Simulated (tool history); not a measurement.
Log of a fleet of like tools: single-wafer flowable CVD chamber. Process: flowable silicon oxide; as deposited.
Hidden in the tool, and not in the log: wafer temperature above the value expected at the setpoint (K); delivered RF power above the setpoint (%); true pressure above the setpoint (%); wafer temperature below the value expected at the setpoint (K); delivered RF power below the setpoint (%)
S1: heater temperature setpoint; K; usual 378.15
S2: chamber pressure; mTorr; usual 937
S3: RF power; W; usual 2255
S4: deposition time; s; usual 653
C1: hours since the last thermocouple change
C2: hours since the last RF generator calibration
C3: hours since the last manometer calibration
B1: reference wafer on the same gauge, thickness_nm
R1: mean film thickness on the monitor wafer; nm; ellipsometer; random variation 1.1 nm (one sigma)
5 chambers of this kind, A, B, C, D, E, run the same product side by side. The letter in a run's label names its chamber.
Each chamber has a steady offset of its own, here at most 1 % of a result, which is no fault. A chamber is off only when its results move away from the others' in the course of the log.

Run 1C, hour 5.3: usual settings; C1 1032.1; C2 235.6; C3 1747.3; B1 385.99. Result: R1 422.31 nm.
Run 2E, hour 10.9: usual settings; C1 1522.1; C2 1421.2; C3 856.2; B1 385.91. Result: R1 420.66 nm.
Run 3A, hour 16.3: usual settings; C1 99.4; C2 297.4; C3 1245.4; B1 385.8. Result: R1 417.62 nm.
Run 4B, hour 22.1: usual settings; C1 57.6; C2 612.3; C3 2178.7; B1 385.95. Result: R1 416.41 nm.
Run 5D, hour 26.2: usual settings; C1 772.9; C2 1132.5; C3 1581.3; B1 385.99. Result: R1 417.6 nm.
Run 6B, hour 32.2: usual settings; C1 67.7; C2 622.4; C3 2188.8; B1 386.04. Result: R1 418.28 nm.
Run 7D, hour 39.3: usual settings; C1 786; C2 1145.6; C3 1594.4; B1 385.96. Result: R1 414.84 nm.
Run 8A, hour 45: usual settings; C1 128.1; C2 326.1; C3 1274.1; B1 385.9. Result: R1 416.9 nm.
Run 9C, hour 50.6: usual settings but S4 596 s; C1 1077.4; C2 280.9; C3 1792.6; B1 386.01. Result: R1 384.64 nm.
Run 10E, hour 54.1: usual settings but S4 596 s; C1 1565.3; C2 1464.4; C3 899.4; B1 385.88. Result: R1 383.53 nm.
Run 11C, hour 57.7: usual settings but S4 596 s; C1 1084.5; C2 288; C3 1799.7; B1 386.2. Result: R1 384.55 nm.
Run 12B, hour 63.1: usual settings but S4 596 s; C1 98.6; C2 653.3; C3 2219.7; B1 385.85. Result: R1 379.93 nm.
Run 13A, hour 68.8: usual settings but S4 596 s; C1 151.9; C2 349.9; C3 1297.9; B1 385.96. Result: R1 380.95 nm.
Run 14D, hour 72.8: usual settings; C1 819.5; C2 1179.1; C3 1627.9; B1 385.95. Result: R1 415.61 nm.
Run 15E, hour 79.2: usual settings; C1 1590.4; C2 1489.5; C3 924.5; B1 385.9. Result: R1 417.9 nm.
Run 16D, hour 85.9: usual settings; C1 832.6; C2 1192.2; C3 1641; B1 385.96. Result: R1 416.03 nm.
Run 17C, hour 90.8: usual settings; C1 1117.6; C2 321.1; C3 1832.8; B1 386.01. Result: R1 422.66 nm.
At hour 93.7: chamber A: capacitance manometer re-zeroed and calibrated.
Run 18B, hour 97.5: usual settings; C1 133; C2 687.7; C3 2254.1; B1 385.98. Result: R1 418.44 nm.
Run 19A, hour 101.8: usual settings; C1 184.9; C2 382.9; C3 8.1; B1 386.06. Result: R1 424.97 nm.
Run 20E, hour 105.3: usual settings; C1 1616.5; C2 1515.6; C3 950.6; B1 386.32. Result: R1 421.54 nm.
Run 21C, hour 111.7: usual settings; C1 1138.5; C2 342; C3 1853.7; B1 386.12. Result: R1 421.64 nm.
Run 22A, hour 117: usual settings; C1 200.1; C2 398.1; C3 23.3; B1 385.84. Result: R1 424.97 nm.
Run 23E, hour 121.1: usual settings; C1 1632.3; C2 1531.4; C3 966.4; B1 385.91. Result: R1 421.03 nm.
Run 24B, hour 126.5: usual settings; C1 162; C2 716.7; C3 2283.1; B1 386.2. Result: R1 416.79 nm.
Run 25D, hour 133.7: usual settings; C1 880.4; C2 1240; C3 1688.8; B1 386.01. Result: R1 415.08 nm.
Run 26A, hour 139.1: usual settings; C1 222.2; C2 420.2; C3 45.4; B1 385.95. Result: R1 424.49 nm.
At hour 143.1: chamber E: RF generator calibrated.
Run 27B, hour 144.7: usual settings; C1 180.2; C2 734.9; C3 2301.3; B1 386.14. Result: R1 417.19 nm.
Run 28D, hour 150.4: usual settings but S3 2670 W; C1 897.1; C2 1256.7; C3 1705.5; B1 385.8. Result: R1 426.25 nm.
Run 29C, hour 154.1: usual settings but S3 2670 W; C1 1180.9; C2 384.4; C3 1896.1; B1 385.83. Result: R1 429 nm.
Run 30E, hour 161.2: usual settings but S3 2670 W; C1 1672.4; C2 18.1; C3 1006.5; B1 386.08. Result: R1 429.46 nm.
Run 31E, hour 165.3: usual settings but S3 2670 W; C1 1676.5; C2 22.2; C3 1010.6; B1 386.02. Result: R1 432.33 nm.
Run 32A, hour 169.2: usual settings but S3 2670 W; C1 252.3; C2 450.3; C3 75.5; B1 385.91. Result: R1 436.46 nm.
Run 33B, hour 175.9: usual settings; C1 211.4; C2 766.1; C3 2332.5; B1 385.89. Result: R1 418.18 nm.

Next, every chamber runs the same settings. What will each give?
Run 34A, hour 181.2: usual settings but S2 1085 mTorr. Result: R1 ?.
Run 34B, hour 181.2: usual settings but S2 1085 mTorr. Result: R1 ?.
Run 34C, hour 181.2: usual settings but S2 1085 mTorr. Result: R1 ?.
Run 34D, hour 181.2: usual settings but S2 1085 mTorr. Result: R1 ?.
Run 34E, hour 181.2: usual settings but S2 1085 mTorr. Result: R1 ?.

run      R1
34A  507.67
34B  498.19
34C  503.24
34D  495.13
34E  501.31
